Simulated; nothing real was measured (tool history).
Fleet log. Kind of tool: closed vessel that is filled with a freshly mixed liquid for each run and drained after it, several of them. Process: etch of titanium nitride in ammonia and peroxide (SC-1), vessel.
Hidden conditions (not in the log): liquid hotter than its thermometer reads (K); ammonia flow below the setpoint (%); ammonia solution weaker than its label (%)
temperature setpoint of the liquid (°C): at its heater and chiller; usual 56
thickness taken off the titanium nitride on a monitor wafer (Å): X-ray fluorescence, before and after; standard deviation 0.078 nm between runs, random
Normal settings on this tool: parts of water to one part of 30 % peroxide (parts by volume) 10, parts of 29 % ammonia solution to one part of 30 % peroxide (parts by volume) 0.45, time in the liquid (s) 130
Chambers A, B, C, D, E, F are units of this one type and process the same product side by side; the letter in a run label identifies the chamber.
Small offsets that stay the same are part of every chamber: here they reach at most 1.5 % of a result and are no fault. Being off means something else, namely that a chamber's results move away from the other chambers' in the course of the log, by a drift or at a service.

| run | hour | temperature setpoint of the liquid (°C) | parts of water to one part of 30 % peroxide (parts by volume) | parts of 29 % ammonia solution to one part of 30 % peroxide (parts by volume) | time in the liquid (s) | hours since the thermometer was replaced | hours since the ammonia flow meter was replaced | hours since the drum of ammonia solution was connected | read-back film thickness of the titanium nitride reference wafer, read on the same gauge (nm) | thickness taken off the titanium nitride on a monitor wafer (Å) |
|---|---|---|---|---|---|---|---|---|---|---|
|  | 3.1 | chamber A: new drum of ammonia solution connected |
|  | 3.8 | chamber E: thermometer replaced |
| 1D | 7.7 | 56 | 10 | 0.45 | 130 | 551.7 | 2568.1 | 236.7 | 99.985 | 138.39 |
|  | 8.5 | chamber C: thermometer replaced |
| 2A | 14.6 | 56 | 10 | 0.45 | 130 | 35.4 | 479.5 | 11.6 | 100 | 139.74 |
| 3B | 24.5 | 56 | 10 | 0.45 | 130 | 2066.7 | 105.1 | 232.9 | 99.992 | 139.79 |
| 4F | 33.5 | 56 | 10 | 0.45 | 130 | 1761.6 | 2337.9 | 312.9 | 100.01 | 137.58 |
| 5E | 42.6 | 56 | 10 | 0.45 | 130 | 38.8 | 76.8 | 514.9 | 99.997 | 139.42 |
| 6C | 51.3 | 56 | 10 | 0.45 | 130 | 42.8 | 157 | 828.2 | 100.01 | 137.9 |
| 7B | 57.6 | 56 | 10 | 0.45 | 130 | 2099.8 | 138.2 | 266 | 99.997 | 139.59 |
| 8A | 63.5 | 56 | 10 | 0.45 | 130 | 84.3 | 528.4 | 60.5 | 99.993 | 140.38 |
| 9E | 73.1 | 56 | 10 | 0.45 | 130 | 69.3 | 107.3 | 545.4 | 100.01 | 140.7 |
| 10C | 82.4 | 56 | 10 | 0.45 | 130 | 73.9 | 188.1 | 859.3 | 99.973 | 137.64 |
| 11F | 90.4 | 56 | 10 | 0.45 | 130 | 1818.5 | 2394.8 | 369.8 | 100.02 | 139.69 |
| 12D | 96.2 | 56 | 10 | 0.45 | 130 | 640.2 | 2656.6 | 325.2 | 99.952 | 138.01 |
|  | 97.7 | chamber F: new drum of ammonia solution connected |
| 13E | 106 | 56 | 10 | 0.45 | 130 | 102.2 | 140.2 | 578.3 | 100 | 138.97 |
| 14D | 115 | 56 | 10 | 0.45 | 130 | 659 | 2675.4 | 344 | 100 | 137.68 |
| 15B | 123.8 | 56 | 10 | 0.45 | 130 | 2166 | 204.4 | 332.2 | 99.978 | 138.44 |
|  | 127.6 | chamber F: ammonia flow meter replaced |
| 16F | 129.5 | 56 | 10 | 0.45 | 130 | 1857.6 | 1.9 | 31.8 | 99.995 | 137.38 |
| 17C | 138.1 | 46.5 | 13.5 | 0.45 | 130 | 129.6 | 243.8 | 915 | 99.967 | 60.955 |
| 18A | 147.6 | 46.5 | 13.5 | 0.45 | 130 | 168.4 | 612.5 | 144.6 | 99.997 | 61.349 |
| 19C | 154.9 | 46.5 | 13.5 | 0.45 | 130 | 146.4 | 260.6 | 931.8 | 100 | 60.929 |
| 20E | 163.4 | 46.5 | 13.5 | 0.45 | 130 | 159.6 | 197.6 | 635.7 | 99.999 | 62.639 |
|  | 164.1 | chamber D: ammonia flow meter replaced |
| 21F | 169 | 46.5 | 13.5 | 0.45 | 130 | 1897.1 | 41.4 | 71.3 | 100.01 | 62.21 |
| 22D | 178.2 | 46.5 | 13.5 | 0.45 | 130 | 722.2 | 14.1 | 407.2 | 100 | 60.929 |
| 23A | 185.7 | 56 | 10 | 0.45 | 130 | 206.5 | 650.6 | 182.7 | 100.04 | 138.93 |
| 24B | 192.3 | 56 | 10 | 0.45 | 130 | 2234.5 | 272.9 | 400.7 | 100.02 | 138.02 |
| 25D | 202.4 | 56 | 10 | 0.45 | 130 | 746.4 | 38.3 | 431.4 | 100 | 137.48 |
| 26A | 209.8 | 56 | 10 | 0.45 | 130 | 230.6 | 674.7 | 206.8 | 99.983 | 140.23 |
| 27F | 215.9 | 56 | 10 | 0.45 | 130 | 1944 | 88.3 | 118.2 | 99.977 | 140.9 |
| 28E | 221.8 | 56 | 10 | 0.45 | 130 | 218 | 256 | 694.1 | 99.995 | 140.4 |
| 29B | 226.3 | 56 | 10 | 0.45 | 130 | 2268.5 | 306.9 | 434.7 | 99.999 | 140.39 |
| 30C | 231.9 | 56 | 10 | 0.45 | 130 | 223.4 | 337.6 | 1008.8 | 99.969 | 138.98 |
| 31F | 238.6 | 56 | 10 | 0.45 | 130 | 1966.7 | 111 | 140.9 | 100 | 141.56 |
| 32D | 245.2 | 56 | 10 | 0.45 | 130 | 789.2 | 81.1 | 474.2 | 99.996 | 138.6 |
| 33B | 253.6 | 56 | 10 | 0.45 | 130 | 2295.8 | 334.2 | 462 | 100.02 | 138.44 |
| 34A | 262.6 | 56 | 10 | 0.45 | 130 | 283.4 | 727.5 | 259.6 | 99.99 | 139.83 |
| 35C | 268.3 | 56 | 10 | 0.45 | 130 | 259.8 | 374 | 1045.2 | 99.984 | 137.57 |
| 36E | 274.5 | 56 | 10 | 0.45 | 130 | 270.7 | 308.7 | 746.8 | 100.02 | 140.02 |
| 37A | 282.5 | 56 | 10 | 0.45 | 130 | 303.3 | 747.4 | 279.5 | 99.989 | 139.83 |
| 38F | 287.9 | 56 | 10 | 0.45 | 130 | 2016 | 160.3 | 190.2 | 99.979 | 140.07 |
| 39D | 292.4 | 56 | 10 | 0.45 | 130 | 836.4 | 128.3 | 521.4 | 99.972 | 137.84 |
| 40C | 296.9 | 56 | 10 | 0.45 | 130 | 288.4 | 402.6 | 1073.8 | 99.988 | 137.53 |

One chamber off, gauge drift, or nothing amiss beyond the chambers' own small offsets? If it is a chamber, which one, and what is the likeliest cause?

Nothing is wrong: each chamber keeps only its own small, steady offset and the gauge holds still.

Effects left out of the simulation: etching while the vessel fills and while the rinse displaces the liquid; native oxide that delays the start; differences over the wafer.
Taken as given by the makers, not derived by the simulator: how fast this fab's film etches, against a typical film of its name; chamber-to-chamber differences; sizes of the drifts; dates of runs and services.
